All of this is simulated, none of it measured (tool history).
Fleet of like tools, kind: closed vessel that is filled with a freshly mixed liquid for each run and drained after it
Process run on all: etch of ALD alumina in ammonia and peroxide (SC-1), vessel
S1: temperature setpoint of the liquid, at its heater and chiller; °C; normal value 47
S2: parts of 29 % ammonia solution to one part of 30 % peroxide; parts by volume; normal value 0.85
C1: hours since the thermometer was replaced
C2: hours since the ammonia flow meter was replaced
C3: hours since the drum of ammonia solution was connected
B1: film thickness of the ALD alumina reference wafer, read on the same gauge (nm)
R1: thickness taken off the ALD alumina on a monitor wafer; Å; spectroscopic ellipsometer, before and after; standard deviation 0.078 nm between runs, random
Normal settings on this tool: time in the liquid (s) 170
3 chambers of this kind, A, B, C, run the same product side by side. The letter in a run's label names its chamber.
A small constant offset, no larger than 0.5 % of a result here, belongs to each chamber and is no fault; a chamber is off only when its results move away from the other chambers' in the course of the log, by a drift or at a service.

{"run": "1B", "hour": 5.8, "S1": 47, "S2": 0.85, "time in the liquid (s)": 170, "C1": 1751.1, "C2": 1808.0, "C3": 35.3, "B1": 60.006, "R1": 79.079}
{"run": "2C", "hour": 11.9, "S1": 47, "S2": 0.85, "time in the liquid (s)": 170, "C1": 2412.9, "C2": 373.0, "C3": 90.0, "B1": 59.992, "R1": 78.507}
{"run": "3A", "hour": 20.6, "S1": 47, "S2": 0.85, "time in the liquid (s)": 170, "C1": 1654.8, "C2": 754.2, "C3": 996.8, "B1": 59.983, "R1": 78.934}
{"run": "4B", "hour": 27.3, "S1": 47, "S2": 0.85, "time in the liquid (s)": 170, "C1": 1772.6, "C2": 1829.5, "C3": 56.8, "B1": 59.989, "R1": 79.544}
{"run": "5C", "hour": 33.9, "S1": 47, "S2": 0.85, "time in the liquid (s)": 170, "C1": 2434.9, "C2": 395.0, "C3": 112.0, "B1": 60.005, "R1": 78.886}
{"run": "6A", "hour": 40.0, "S1": 47, "S2": 0.85, "time in the liquid (s)": 170, "C1": 1674.2, "C2": 773.6, "C3": 1016.2, "B1": 59.982, "R1": 78.447}
{"run": "7B", "hour": 47.4, "S1": 47, "S2": 0.85, "time in the liquid (s)": 170, "C1": 1792.7, "C2": 1849.6, "C3": 76.9, "B1": 59.969, "R1": 78.217}
{"run": "8C", "hour": 56.8, "S1": 47, "S2": 0.85, "time in the liquid (s)": 170, "C1": 2457.8, "C2": 417.9, "C3": 134.9, "B1": 59.995, "R1": 81.276}
{"run": "9A", "hour": 63.2, "S1": 47, "S2": 0.85, "time in the liquid (s)": 170, "C1": 1697.4, "C2": 796.8, "C3": 1039.4, "B1": 60.006, "R1": 78.657}
{"run": "10B", "hour": 68.2, "S1": 47, "S2": 0.85, "time in the liquid (s)": 170, "C1": 1813.5, "C2": 1870.4, "C3": 97.7, "B1": 59.979, "R1": 77.783}
{"run": "11C", "hour": 74.1, "S1": 47, "S2": 0.85, "time in the liquid (s)": 170, "C1": 2475.1, "C2": 435.2, "C3": 152.2, "B1": 59.987, "R1": 79.207}
{"run": "12A", "hour": 83.1, "S1": 47, "S2": 0.85, "time in the liquid (s)": 170, "C1": 1717.3, "C2": 816.7, "C3": 1059.3, "B1": 60.009, "R1": 79.429}
{"run": "13A", "hour": 91.9, "S1": 47, "S2": 0.85, "time in the liquid (s)": 170, "C1": 1726.1, "C2": 825.5, "C3": 1068.1, "B1": 59.974, "R1": 79.761}
{"run": "14C", "hour": 99.5, "S1": 47, "S2": 0.85, "time in the liquid (s)": 170, "C1": 2500.5, "C2": 460.6, "C3": 177.6, "B1": 60.015, "R1": 80.216}
{"run": "15B", "hour": 109.1, "S1": 47, "S2": 0.85, "time in the liquid (s)": 170, "C1": 1854.4, "C2": 1911.3, "C3": 138.6, "B1": 60.024, "R1": 78.394}
{"run": "16A", "hour": 113.8, "S1": 47, "S2": 0.85, "time in the liquid (s)": 170, "C1": 1748.0, "C2": 847.4, "C3": 1090.0, "B1": 60.018, "R1": 79.175}
{"run": "17B", "hour": 120.2, "S1": 47, "S2": 0.85, "time in the liquid (s)": 170, "C1": 1865.5, "C2": 1922.4, "C3": 149.7, "B1": 59.979, "R1": 79.719}
{"run": "18C", "hour": 128.7, "S1": 47, "S2": 0.85, "time in the liquid (s)": 170, "C1": 2529.7, "C2": 489.8, "C3": 206.8, "B1": 60.023, "R1": 78.351}
{"run": "19C", "hour": 135.8, "S1": 47, "S2": 0.45, "time in the liquid (s)": 225, "C1": 2536.8, "C2": 496.9, "C3": 213.9, "B1": 59.996, "R1": 98.703}
{"run": "20A", "hour": 145.1, "S1": 47, "S2": 0.45, "time in the liquid (s)": 225, "C1": 1779.3, "C2": 878.7, "C3": 1121.3, "B1": 59.988, "R1": 99.369}
{"run": "21B", "hour": 154.1, "S1": 47, "S2": 0.45, "time in the liquid (s)": 225, "C1": 1899.4, "C2": 1956.3, "C3": 183.6, "B1": 60.02, "R1": 96.594}

What goes on in this fleet: one chamber off, a drifting gauge, or nothing beyond the chambers' own small offsets? Name the chamber and the cause, if any.

No chamber stands off beyond its own small offset, and the gauge holds steady.
